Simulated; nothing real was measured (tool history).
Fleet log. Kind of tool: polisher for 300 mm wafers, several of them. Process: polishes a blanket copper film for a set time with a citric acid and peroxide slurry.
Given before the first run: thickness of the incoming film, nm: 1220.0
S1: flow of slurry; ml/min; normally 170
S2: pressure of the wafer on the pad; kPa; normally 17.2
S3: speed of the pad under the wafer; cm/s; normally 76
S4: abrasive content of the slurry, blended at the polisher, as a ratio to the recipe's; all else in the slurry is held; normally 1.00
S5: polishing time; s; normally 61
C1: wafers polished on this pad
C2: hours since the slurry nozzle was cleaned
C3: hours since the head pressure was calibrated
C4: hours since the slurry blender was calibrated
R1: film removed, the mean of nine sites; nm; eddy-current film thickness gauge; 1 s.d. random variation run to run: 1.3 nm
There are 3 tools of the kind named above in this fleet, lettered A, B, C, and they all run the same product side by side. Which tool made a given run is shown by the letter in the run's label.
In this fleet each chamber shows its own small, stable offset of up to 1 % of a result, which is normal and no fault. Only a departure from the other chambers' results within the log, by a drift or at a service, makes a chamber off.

-- day=0.075 chamber A: slurry blender recalibrated
-- day=0.108 chamber B: worn pad replaced by a new one
run 1C day=0.200 | S1=170 S2=17.2 S3=76 S4=1.00 S5=61 | C1=307 C2=793.9 C3=347.6 C4=267.1 | R1=89.018
-- day=0.346 chamber A: worn pad replaced by a new one
run 2A day=0.471 | S1=170 S2=17.2 S3=76 S4=1.00 S5=61 | C1=42 C2=478.5 C3=762.3 C4=9.6 | R1=95.820
-- day=0.488 chamber B: slurry blender recalibrated
run 3B day=0.662 | S1=170 S2=17.2 S3=76 S4=1.00 S5=61 | C1=185 C2=348.6 C3=140.5 C4=4.3 | R1=91.347
run 4C day=0.850 | S1=170 S2=17.2 S3=76 S4=1.00 S5=61 | C1=523 C2=809.5 C3=363.2 C4=282.7 | R1=89.073
-- day=0.892 chamber C: worn pad replaced by a new one
run 5A day=1.121 | S1=170 S2=17.2 S3=76 S4=1.00 S5=61 | C1=258 C2=494.1 C3=777.9 C4=25.2 | R1=91.492
run 6B day=1.304 | S1=170 S2=17.2 S3=76 S4=1.00 S5=61 | C1=398 C2=364.0 C3=155.9 C4=19.7 | R1=92.175
run 7B day=1.579 | S1=170 S2=17.2 S3=76 S4=1.15 S5=61 | C1=490 C2=370.6 C3=162.5 C4=26.3 | R1=92.347
run 8C day=1.829 | S1=170 S2=17.2 S3=76 S4=1.15 S5=61 | C1=311 C2=833.0 C3=386.7 C4=306.2 | R1=94.888
run 9A day=1.971 | S1=170 S2=17.2 S3=76 S4=1.15 S5=61 | C1=541 C2=514.5 C3=798.3 C4=45.6 | R1=93.748
-- day=2.050 chamber B: slurry nozzle cleaned
run 10A day=2.096 | S1=170 S2=17.2 S3=76 S4=1.20 S5=61 | C1=582 C2=517.5 C3=801.3 C4=48.6 | R1=95.736
-- day=2.125 chamber B: worn pad replaced by a new one
run 11B day=2.262 | S1=170 S2=17.2 S3=76 S4=1.20 S5=61 | C1=46 C2=5.2 C3=178.9 C4=42.7 | R1=97.633
run 12C day=2.400 | S1=170 S2=17.2 S3=76 S4=1.20 S5=61 | C1=501 C2=846.7 C3=400.4 C4=319.9 | R1=93.548
run 13C day=2.525 | S1=170 S2=17.2 S3=76 S4=1.00 S5=61 | C1=543 C2=849.7 C3=403.4 C4=322.9 | R1=92.463
-- day=2.625 chamber C: worn pad replaced by a new one
run 14A day=2.754 | S1=170 S2=21.4 S3=76 S4=1.20 S5=61 | C1=801 C2=533.3 C3=817.1 C4=64.4 | R1=118.830
run 15B day=2.946 | S1=170 S2=21.4 S3=76 S4=1.20 S5=61 | C1=273 C2=21.6 C3=195.3 C4=59.1 | R1=122.070
run 16C day=3.138 | S1=170 S2=21.4 S3=76 S4=1.20 S5=61 | C1=170 C2=864.4 C3=418.1 C4=337.6 | R1=117.480
-- day=3.271 chamber A: head pressure recalibrated
-- day=3.342 chamber A: worn pad replaced by a new one
run 17B day=3.400 | S1=170 S2=17.2 S3=76 S4=1.00 S5=61 | C1=424 C2=32.5 C3=206.2 C4=70.0 | R1=95.878
run 18A day=3.538 | S1=170 S2=17.2 S3=76 S4=1.00 S5=61 | C1=65 C2=552.1 C3=6.5 C4=83.2 | R1=90.495
run 19A day=3.725 | S1=170 S2=17.2 S3=76 S4=1.00 S5=61 | C1=127 C2=556.6 C3=11.0 C4=87.7 | R1=92.205
run 20B day=3.875 | S1=170 S2=17.2 S3=76 S4=1.00 S5=61 | C1=582 C2=43.9 C3=217.6 C4=81.4 | R1=94.186
-- day=3.908 chamber B: worn pad replaced by a new one
run 21C day=4.058 | S1=170 S2=17.2 S3=76 S4=1.00 S5=61 | C1=476 C2=886.5 C3=440.2 C4=359.7 | R1=89.206
-- day=4.117 chamber C: worn pad replaced by a new one
run 22A day=4.242 | S1=170 S2=17.2 S3=76 S4=0.90 S5=61 | C1=299 C2=569.0 C3=23.4 C4=100.1 | R1=92.650
run 23B day=4.467 | S1=170 S2=17.2 S3=76 S4=0.90 S5=61 | C1=186 C2=58.1 C3=231.8 C4=95.6 | R1=95.935
run 24C day=4.700 | S1=170 S2=17.2 S3=76 S4=0.90 S5=61 | C1=193 C2=901.9 C3=455.6 C4=375.1 | R1=87.164
run 25A day=4.875 | S1=170 S2=17.2 S3=76 S4=1.00 S5=61 | C1=510 C2=584.2 C3=38.6 C4=115.3 | R1=91.753
run 26C day=5.012 | S1=170 S2=17.2 S3=76 S4=1.00 S5=61 | C1=297 C2=909.4 C3=463.1 C4=382.6 | R1=89.681
run 27B day=5.183 | S1=170 S2=17.2 S3=76 S4=1.00 S5=61 | C1=425 C2=75.3 C3=249.0 C4=112.8 | R1=98.758
run 28C day=5.425 | S1=170 S2=17.2 S3=76 S4=1.00 S5=61 | C1=435 C2=919.3 C3=473.0 C4=392.5 | R1=91.769
run 29A day=5.567 | S1=170 S2=17.2 S3=76 S4=1.00 S5=61 | C1=739 C2=600.8 C3=55.2 C4=131.9 | R1=91.489
-- day=5.617 chamber B: worn pad replaced by a new one
-- day=5.629 chamber C: worn pad replaced by a new one
-- day=5.683 chamber C: slurry blender recalibrated
run 30B day=5.771 | S1=170 S2=11.7 S3=76 S4=1.00 S5=61 | C1=51 C2=89.4 C3=263.1 C4=126.9 | R1=68.584
run 31A day=5.912 | S1=170 S2=11.7 S3=76 S4=1.00 S5=61 | C1=854 C2=609.1 C3=63.5 C4=140.2 | R1=63.407
run 32C day=6.142 | S1=170 S2=11.7 S3=76 S4=1.00 S5=61 | C1=170 C2=936.5 C3=490.2 C4=11.0 | R1=64.455
run 33B day=6.267 | S1=170 S2=17.2 S3=76 S4=1.00 S5=61 | C1=216 C2=101.3 C3=275.0 C4=138.8 | R1=99.848
run 34A day=6.525 | S1=170 S2=17.2 S3=76 S4=1.00 S5=61 | C1=1058 C2=623.8 C3=78.2 C4=154.9 | R1=93.109
-- day=6.538 chamber A: worn pad replaced by a new one
run 35C day=6.754 | S1=170 S2=17.2 S3=76 S4=1.00 S5=61 | C1=374 C2=951.2 C3=504.9 C4=25.7 | R1=89.848
run 36B day=6.983 | S1=170 S2=17.2 S3=76 S4=1.00 S5=61 | C1=454 C2=118.5 C3=292.2 C4=156.0 | R1=101.060
-- day=7.008 chamber C: worn pad replaced by a new one
-- day=7.162 chamber B: slurry blender recalibrated
run 37A day=7.238 | S1=225 S2=17.2 S3=76 S4=1.00 S5=61 | C1=233 C2=640.9 C3=95.3 C4=172.0 | R1=97.033
-- day=7.292 chamber B: worn pad replaced by a new one
run 38B day=7.421 | S1=225 S2=17.2 S3=76 S4=1.00 S5=61 | C1=43 C2=129.0 C3=302.7 C4=6.3 | R1=104.490
run 39C day=7.671 | S1=225 S2=17.2 S3=76 S4=1.00 S5=61 | C1=220 C2=973.2 C3=526.9 C4=47.7 | R1=94.073

What goes on in this fleet: one chamber off, a drifting gauge, or nothing beyond the chambers' own small offsets? Name the chamber and the cause, if any.

One chamber, B, drifts off from the rest bit by bit.
Most likely cause: head's pressure above its setpoint, % = 11.4.

Below are 4 candidate recipes for chamber B's next run, each the usual settings with a change, their results shown as question marks. Which of them brings B's results back in line with what the other chambers give on the usual settings?
In line means no further than this from the other chambers' mean on the usual settings: R1 4.600 nm
run 40B-1 day=7.867 | S1=170 S2=15.9 S3=72 S4=1.00 S5=57 | R1=?
run 40B-2 day=7.867 | S1=170 S2=17.9 S3=78 S4=1.00 S5=63 | R1=?
run 40B-3 day=7.867 | S1=170 S2=16.5 S3=74 S4=1.00 S5=59 | R1=?
run 40B-4 day=7.867 | S1=170 S2=17.2 S3=76 S4=1.00 S5=75 | R1=?

Usual-settings mean across the other chambers: R1 91.366 nm
run=40B-1 R1=83.280
run=40B-2 R1=111.850
run=40B-3 R1=92.185
run=40B-4 R1=125.040
40B-3 puts the chamber back in line with the other chambers.
